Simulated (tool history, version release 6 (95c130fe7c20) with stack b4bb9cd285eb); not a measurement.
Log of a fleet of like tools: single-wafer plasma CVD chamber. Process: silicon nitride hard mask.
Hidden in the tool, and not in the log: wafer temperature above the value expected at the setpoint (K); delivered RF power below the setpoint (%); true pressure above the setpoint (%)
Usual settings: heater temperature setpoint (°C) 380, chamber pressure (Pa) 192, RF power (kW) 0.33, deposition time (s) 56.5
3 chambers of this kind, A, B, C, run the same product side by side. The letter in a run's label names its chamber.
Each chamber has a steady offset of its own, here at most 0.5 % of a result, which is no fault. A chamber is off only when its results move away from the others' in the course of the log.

run   hour  heater temperature setpoint (°C)  chamber pressure (Pa)  RF power (kW)  deposition time (s)  hours since the last thermocouple change  hours since the last RF generator calibration  hours since the last manometer calibration  read-back reference wafer on the same gauge, thickness_nm  mean film thickness on the monitor wafer (angstrom)
 1B   13.1                               380                    192           0.33                 56.5                                     750.4                                         1357.2                                       462.7                                                     71.162                                               676.54
 2C   23.3                               380                    192           0.33                 56.5                                    1199.8                                            448                                       782.8                                                     71.252                                               678.27
 3A   32.4                               380                    192           0.33                 56.5                                    1400.4                                         1667.6                                       869.5                                                     71.154                                               678.89
 4C   46.7                               380                    192           0.33                 56.5                                    1223.2                                          471.4                                       806.2                                                     71.136                                               680.07
 5B   54.5                               380                    192           0.33                 56.5                                     791.8                                         1398.6                                       504.1                                                     71.265                                               674.48
 6A   64.5                               380                    192           0.33                 56.5                                    1432.5                                         1699.7                                       901.6                                                     71.176                                                677.1
 7A   79.7                               380                    192           0.33                 56.5                                    1447.7                                         1714.9                                       916.8                                                      71.18                                                678.3
 8C   87.7                               380                    192           0.33                 56.5                                    1264.2                                          512.4                                       847.2                                                     71.145                                               682.93
      96.6  -- chamber A: RF generator calibrated
 9B   98.7                               380                    192           0.33                 56.5                                       836                                         1442.8                                       548.3                                                     71.198                                               673.89
10C  113.5                               380                    192           0.33                 56.5                                      1290                                          538.2                                         873                                                     71.257                                               676.32
11B  121.8                               380                    192           0.33                 56.5                                     859.1                                         1465.9                                       571.4                                                     71.287                                               679.95
12A  132.8                               380                    192           0.33                 56.5                                    1500.8                                           36.3                                       969.9                                                     71.203                                               674.57
13B  147.9                               380                    192           0.33                 56.5                                     885.2                                           1492                                       597.5                                                     71.223                                               673.51
14A  155.9                               380                    192           0.33                 56.5                                    1523.9                                           59.4                                         993                                                     71.163                                               679.35
15C  163.6                               380                    192           0.33                 56.5                                    1340.1                                          588.3                                       923.1                                                     71.187                                               679.08
16B  174.1                               380                    192           0.33                 56.5                                     911.4                                         1518.2                                       623.7                                                     71.193                                               674.76
17A  183.5                               380                    192           0.33                 56.5                                    1551.5                                             87                                      1020.6                                                     71.212                                               679.39
18C  198.2                               380                    192           0.33                 56.5                                    1374.7                                          622.9                                       957.7                                                     71.163                                               671.88
19A  210.6                               380                    213           0.33                 62.8                                    1578.6                                          114.1                                      1047.7                                                     71.223                                               774.39
20C    219                               380                    213           0.33                 62.8                                    1395.5                                          643.7                                       978.5                                                     71.178                                               766.45
21B  227.3                               380                    213           0.33                 62.8                                     964.6                                         1571.4                                       676.9                                                     71.196                                               778.02
22B    236                               380                    192           0.33                 66.5                                     973.3                                         1580.1                                       685.6                                                     71.228                                                797.9
23C    245                               380                    192           0.33                 66.5                                    1421.5                                          669.7                                      1004.5                                                     71.201                                               782.26
24A  256.5                               380                    192           0.33                 66.5                                    1624.5                                            160                                      1093.6                                                     71.194                                               798.22
25C    268                               380                    192           0.33                 56.5                                    1444.5                                          692.7                                      1027.5                                                     71.197                                               660.18
26A  281.8                               380                    192           0.33                 56.5                                    1649.8                                          185.3                                      1118.9                                                      71.19                                               675.44
27B  293.7                               380                    192           0.33                 56.5                                      1031                                         1637.8                                       743.3                                                     71.201                                                673.7
28A  305.4                               380                    192           0.33                 56.5                                    1673.4                                          208.9                                      1142.5                                                     71.189                                                677.7
29C  318.7                               380                    192          0.305                 56.5                                    1495.2                                          743.4                                      1078.2                                                     71.105                                               621.83
30B    334                               380                    192          0.305                 56.5                                    1071.3                                         1678.1                                       783.6                                                     71.199                                               642.12
31B  341.5                               380                    192          0.305                 56.5                                    1078.8                                         1685.6                                       791.1                                                     71.172                                               640.97

All 3 chambers run these settings next. Forecast each chamber's results:
32A  352.4                               380                    192           0.33                 56.5                                                                                                                                                                                                                                                    ?
32B  352.4                               380                    192           0.33                 56.5                                                                                                                                                                                                                                                    ?
32C  352.4                               380                    192           0.33                 56.5                                                                                                                                                                                                                                                    ?

run  mean film thickness on the monitor wafer (angstrom)
32A                                               681.85
32B                                               678.74
32C                                               648.28
